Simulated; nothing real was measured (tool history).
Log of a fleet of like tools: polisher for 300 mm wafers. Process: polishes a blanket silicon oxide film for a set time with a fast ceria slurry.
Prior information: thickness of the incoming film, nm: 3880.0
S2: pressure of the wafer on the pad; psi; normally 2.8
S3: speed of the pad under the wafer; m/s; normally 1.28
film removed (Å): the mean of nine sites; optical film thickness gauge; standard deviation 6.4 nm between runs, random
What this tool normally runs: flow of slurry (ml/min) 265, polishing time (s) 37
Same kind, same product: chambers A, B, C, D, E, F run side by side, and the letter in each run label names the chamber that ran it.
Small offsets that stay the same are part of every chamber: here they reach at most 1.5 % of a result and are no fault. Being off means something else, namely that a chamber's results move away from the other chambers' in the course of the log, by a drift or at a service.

Run 1F, hour 7.4: usual settings. Result: film removed (Å) 8346.2.
At hour 9.9: chamber D: worn pad replaced by a new one.
Run 2C, hour 21.3: usual settings. Result: film removed (Å) 8419.4.
At hour 26.8: chamber F: worn pad replaced by a new one.
Run 3E, hour 34.4: usual settings. Result: film removed (Å) 8175.
Run 4A, hour 41.3: usual settings. Result: film removed (Å) 8268.5.
At hour 44.2: chamber C: worn pad replaced by a new one.
At hour 48.8: chamber D: slurry nozzle cleaned.
At hour 53.8: chamber A: worn pad replaced by a new one.
Run 5D, hour 53.8: usual settings. Result: film removed (Å) 8282.2.
At hour 55.2: chamber B: worn pad replaced by a new one.
At hour 58.6: chamber E: slurry nozzle cleaned.
Run 6B, hour 67.4: usual settings. Result: film removed (Å) 8363.6.
At hour 77.2: chamber E: worn pad replaced by a new one.
Run 7F, hour 77.8: usual settings. Result: film removed (Å) 8295.3.
At hour 82.8: chamber E: head pressure recalibrated.
Run 8A, hour 90.6: usual settings. Result: film removed (Å) 8434.3.
At hour 98.2: chamber D: worn pad replaced by a new one.
Run 9C, hour 104.7: usual settings. Result: film removed (Å) 8456.2.
At hour 109: chamber A: head pressure recalibrated.
Run 10B, hour 116.7: usual settings. Result: film removed (Å) 8253.
At hour 129.6: chamber F: worn pad replaced by a new one.
Run 11D, hour 130.9: usual settings. Result: film removed (Å) 8292.5.
Run 12E, hour 138.3: usual settings. Result: film removed (Å) 8256.7.
Run 13E, hour 152.1: usual settings. Result: film removed (Å) 8216.8.
At hour 163.4: chamber C: worn pad replaced by a new one.
Run 14A, hour 165: usual settings. Result: film removed (Å) 8367.9.
At hour 175.2: chamber E: worn pad replaced by a new one.
Run 15C, hour 178.2: usual settings. Result: film removed (Å) 8367.2.
At hour 179.8: chamber B: worn pad replaced by a new one.
At hour 181.1: chamber A: worn pad replaced by a new one.
Run 16F, hour 188.4: usual settings. Result: film removed (Å) 8327.3.
At hour 194.6: chamber D: worn pad replaced by a new one.
Run 17B, hour 203.1: usual settings. Result: film removed (Å) 8392.2.
At hour 207.4: chamber B: head pressure recalibrated.
Run 18D, hour 210.1: usual settings but S3 1.52 m/s. Result: film removed (Å) 9653.5.
Run 19F, hour 217.6: usual settings but S3 1.52 m/s. Result: film removed (Å) 9962.1.
Run 20B, hour 227.1: usual settings but S3 1.52 m/s. Result: film removed (Å) 9725.7.
Run 21C, hour 236.5: usual settings but S3 1.52 m/s. Result: film removed (Å) 9926.6.
Run 22D, hour 250.4: usual settings but S3 1.52 m/s. Result: film removed (Å) 9677.1.
At hour 252.2: chamber F: worn pad replaced by a new one.
Run 23E, hour 261.2: usual settings but S3 1.52 m/s. Result: film removed (Å) 9817.3.
At hour 263: chamber C: head pressure recalibrated.
At hour 267.5: chamber E: worn pad replaced by a new one.
At hour 269.4: chamber C: worn pad replaced by a new one.
Run 24A, hour 269.8: usual settings. Result: film removed (Å) 8295.7.
Run 25C, hour 284.4: usual settings. Result: film removed (Å) 8418.9.
At hour 287.2: chamber D: worn pad replaced by a new one.
At hour 289.3: chamber C: slurry nozzle cleaned.
Run 26B, hour 296.3: usual settings but polishing time (s) 43. Result: film removed (Å) 9454.3.
At hour 297: chamber D: slurry nozzle cleaned.
Run 27D, hour 305.8: usual settings but polishing time (s) 43. Result: film removed (Å) 9507.5.
At hour 311.9: chamber A: worn pad replaced by a new one.
Run 28E, hour 318.7: usual settings but polishing time (s) 43. Result: film removed (Å) 9708.6.
At hour 320.3: chamber A: slurry nozzle cleaned.
At hour 324.5: chamber B: worn pad replaced by a new one.
Run 29A, hour 330.4: usual settings but polishing time (s) 43. Result: film removed (Å) 9833.8.
Run 30F, hour 341.4: usual settings but polishing time (s) 43. Result: film removed (Å) 9630.2.
At hour 344.5: chamber E: worn pad replaced by a new one.
Run 31B, hour 352.5: usual settings but polishing time (s) 43. Result: film removed (Å) 9321.3.
At hour 359.4: chamber F: worn pad replaced by a new one.
Run 32F, hour 359.7: usual settings. Result: film removed (Å) 8393.5.
At hour 370.5: chamber D: worn pad replaced by a new one.
Run 33E, hour 373.6: usual settings. Result: film removed (Å) 8251.4.
Run 34A, hour 385.9: usual settings. Result: film removed (Å) 8333.9.
At hour 396.4: chamber C: worn pad replaced by a new one.
Run 35C, hour 397.7: usual settings. Result: film removed (Å) 8261.2.
Run 36D, hour 409.6: usual settings but flow of slurry (ml/min) 225. Result: film removed (Å) 8020.1.
Run 37E, hour 422.8: usual settings but flow of slurry (ml/min) 225. Result: film removed (Å) 8119.3.
Run 38C, hour 435.6: usual settings but flow of slurry (ml/min) 225. Result: film removed (Å) 8350.6.
At hour 437.8: chamber A: worn pad replaced by a new one.
Run 39A, hour 444.1: usual settings but flow of slurry (ml/min) 225. Result: film removed (Å) 8179.1.
Run 40D, hour 451.6: usual settings but flow of slurry (ml/min) 225. Result: film removed (Å) 8055.1.

Next, every chamber runs the same settings. What will each give?
Run 41A, hour 462.3: usual settings. Result: film removed (Å) ?.
Run 41B, hour 462.3: usual settings. Result: film removed (Å) ?.
Run 41C, hour 462.3: usual settings. Result: film removed (Å) ?.
Run 41D, hour 462.3: usual settings. Result: film removed (Å) ?.
Run 41E, hour 462.3: usual settings. Result: film removed (Å) ?.
Run 41F, hour 462.3: usual settings. Result: film removed (Å) ?.

run  film removed (Å)
41A            8305.3
41B              7707
41C            8351.9
41D            8144.1
41E              8169
41F            8275.6
